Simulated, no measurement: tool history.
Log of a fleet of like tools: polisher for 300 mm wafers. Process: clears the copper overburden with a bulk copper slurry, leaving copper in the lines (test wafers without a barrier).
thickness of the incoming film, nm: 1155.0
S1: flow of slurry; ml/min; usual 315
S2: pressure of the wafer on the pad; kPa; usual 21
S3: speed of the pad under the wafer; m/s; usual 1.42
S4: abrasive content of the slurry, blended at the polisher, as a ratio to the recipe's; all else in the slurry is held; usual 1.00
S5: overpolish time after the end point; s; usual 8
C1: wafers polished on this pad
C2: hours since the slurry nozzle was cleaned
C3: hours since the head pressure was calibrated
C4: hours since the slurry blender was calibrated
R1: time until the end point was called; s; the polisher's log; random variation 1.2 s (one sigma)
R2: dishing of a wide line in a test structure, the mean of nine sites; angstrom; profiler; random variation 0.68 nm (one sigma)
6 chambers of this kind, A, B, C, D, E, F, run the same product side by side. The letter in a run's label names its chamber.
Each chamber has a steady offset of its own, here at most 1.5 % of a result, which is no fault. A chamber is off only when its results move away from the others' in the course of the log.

run,hour,S1,S2,S3,S4,S5,C1,C2,C3,C4,R1,R2
1B,7.5,315,21,1.42,1.00,8,819,138.3,912.1,12.2,82.720,682.42
# hour 11.9: chamber F: slurry nozzle cleaned
# hour 13.6: chamber D: worn pad replaced by a new one
# hour 14.0: chamber A: head pressure recalibrated
2A,15.5,315,21,1.42,1.00,8,248,221.2,1.5,148.3,81.223,692.73
3E,27.2,315,21,1.42,1.00,8,474,233.2,589.7,130.2,79.120,672.11
# hour 27.3: chamber C: worn pad replaced by a new one
# hour 32.4: chamber E: slurry nozzle cleaned
4F,40.7,315,21,1.42,1.00,8,1195,28.8,356.0,192.3,81.884,685.63
# hour 44.5: chamber B: worn pad replaced by a new one
# hour 49.1: chamber F: worn pad replaced by a new one
5C,52.6,315,21,1.42,1.00,8,246,220.1,386.6,185.7,84.429,674.11
6D,64.0,315,21,1.42,1.00,8,488,712.2,225.0,111.8,84.559,666.39
# hour 64.4: chamber A: worn pad replaced by a new one
7A,71.9,315,21,1.42,1.00,8,73,277.6,57.9,204.7,82.120,675.16
# hour 76.1: chamber E: worn pad replaced by a new one
# hour 83.1: chamber A: slurry blender recalibrated
8C,84.7,315,21,1.42,1.00,8,557,252.2,418.7,217.8,81.051,676.15
# hour 90.9: chamber D: worn pad replaced by a new one
9E,97.3,315,21,1.42,1.00,8,205,65.0,659.8,200.3,82.018,680.29
# hour 104.6: chamber C: slurry nozzle cleaned
# hour 106.0: chamber C: worn pad replaced by a new one
10B,110.1,315,21,1.42,1.00,8,636,240.9,1014.7,114.8,79.793,674.60
11D,119.2,315,21,1.42,0.85,12,274,767.4,280.2,167.0,85.828,874.77
12F,126.0,315,21,1.42,0.85,12,745,114.1,441.3,277.6,85.428,881.90
13B,138.4,315,21,1.42,0.85,12,911,269.2,1043.0,143.1,84.564,871.33
14D,148.2,315,21,1.42,0.85,12,555,796.4,309.2,196.0,87.638,874.97
# hour 148.8: chamber A: worn pad replaced by a new one
15E,156.0,315,21,1.42,0.85,12,774,123.7,718.5,259.0,84.610,867.52
# hour 158.4: chamber B: worn pad replaced by a new one
16C,163.1,315,21,1.42,0.85,12,553,58.5,497.1,296.2,87.177,874.47
# hour 168.3: chamber E: worn pad replaced by a new one
# hour 173.3: chamber D: worn pad replaced by a new one
17F,174.8,315,21,1.42,1.00,8,1218,162.9,490.1,326.4,82.765,684.12
18A,182.8,315,21,1.42,1.00,8,329,388.5,168.8,99.8,82.216,686.52
# hour 190.0: chamber C: worn pad replaced by a new one
19E,190.8,315,21,1.42,1.00,8,218,158.5,753.3,293.8,81.498,674.29
20D,197.5,315,21,1.42,1.00,8,235,845.7,358.5,245.3,84.211,680.69
# hour 204.1: chamber B: slurry blender recalibrated
21F,206.5,315,21,1.42,1.00,8,1526,194.6,521.8,358.1,80.419,680.65
# hour 212.1: chamber F: worn pad replaced by a new one
22C,214.5,315,21,1.42,1.00,8,238,109.9,548.5,347.6,82.805,680.70
23B,228.6,315,21,1.42,1.00,8,680,359.4,1133.2,24.6,82.506,674.64
# hour 230.4: chamber E: slurry nozzle cleaned
# hour 234.1: chamber F: slurry blender recalibrated
# hour 238.9: chamber E: head pressure recalibrated
# hour 239.5: chamber A: worn pad replaced by a new one
24A,242.0,315,21,1.42,1.00,8,24,447.7,228.0,159.0,83.755,693.35
# hour 244.8: chamber D: slurry blender recalibrated
25A,254.8,315,21,1.42,1.00,8,148,460.5,240.8,171.8,83.831,690.83
# hour 260.1: chamber C: worn pad replaced by a new one
26C,263.5,315,21,1.42,1.00,8,33,158.9,597.5,396.6,80.510,677.14
# hour 264.7: chamber D: worn pad replaced by a new one
# hour 273.4: chamber E: worn pad replaced by a new one
27D,275.5,315,21,1.42,1.00,8,105,923.7,436.5,30.8,83.303,680.29
28B,284.9,315,21,1.42,1.00,8,1226,415.7,1189.5,80.9,82.976,680.80
# hour 295.6: chamber B: worn pad replaced by a new one
29E,298.3,315,21,1.42,1.00,8,242,68.0,59.4,401.3,81.705,680.51
30F,310.3,315,21,1.42,1.00,8,952,298.4,625.6,76.3,85.056,682.57
# hour 311.3: chamber A: worn pad replaced by a new one
# hour 320.8: chamber D: slurry nozzle cleaned
31A,321.0,315,21,1.42,1.00,8,94,526.7,307.0,238.0,83.115,676.35
# hour 326.8: chamber A: slurry blender recalibrated
32B,330.9,315,21,1.42,1.00,8,343,461.7,1235.5,126.9,83.260,666.14
# hour 332.5: chamber C: worn pad replaced by a new one
33D,337.4,315,21,1.42,1.00,8,705,16.7,498.4,92.7,84.633,680.89
# hour 337.9: chamber D: worn pad replaced by a new one
34E,345.4,315,21,1.42,1.00,8,698,115.1,106.5,448.4,81.858,669.09
# hour 351.6: chamber F: worn pad replaced by a new one
35F,356.9,315,21,1.56,1.00,8,52,345.0,672.2,122.9,74.676,715.70
# hour 364.3: chamber C: slurry blender recalibrated
36C,368.4,315,21,1.56,1.00,8,348,263.8,702.4,4.1,75.223,722.37
# hour 373.7: chamber E: worn pad replaced by a new one
37A,378.7,315,21,1.56,1.00,8,653,584.4,364.7,52.0,75.740,728.66
# hour 379.6: chamber E: slurry blender recalibrated
38E,391.2,315,21,1.56,1.00,8,169,160.9,152.3,11.6,74.150,733.28
39D,400.9,315,21,1.56,1.00,8,610,80.2,561.9,156.2,76.842,725.64

Is one chamber off against the others, does the gauge drift, or is nothing wrong? If a chamber is off, say which, and what the likeliest cause is.

No chamber stands off beyond its own small offset, and the gauge holds steady.
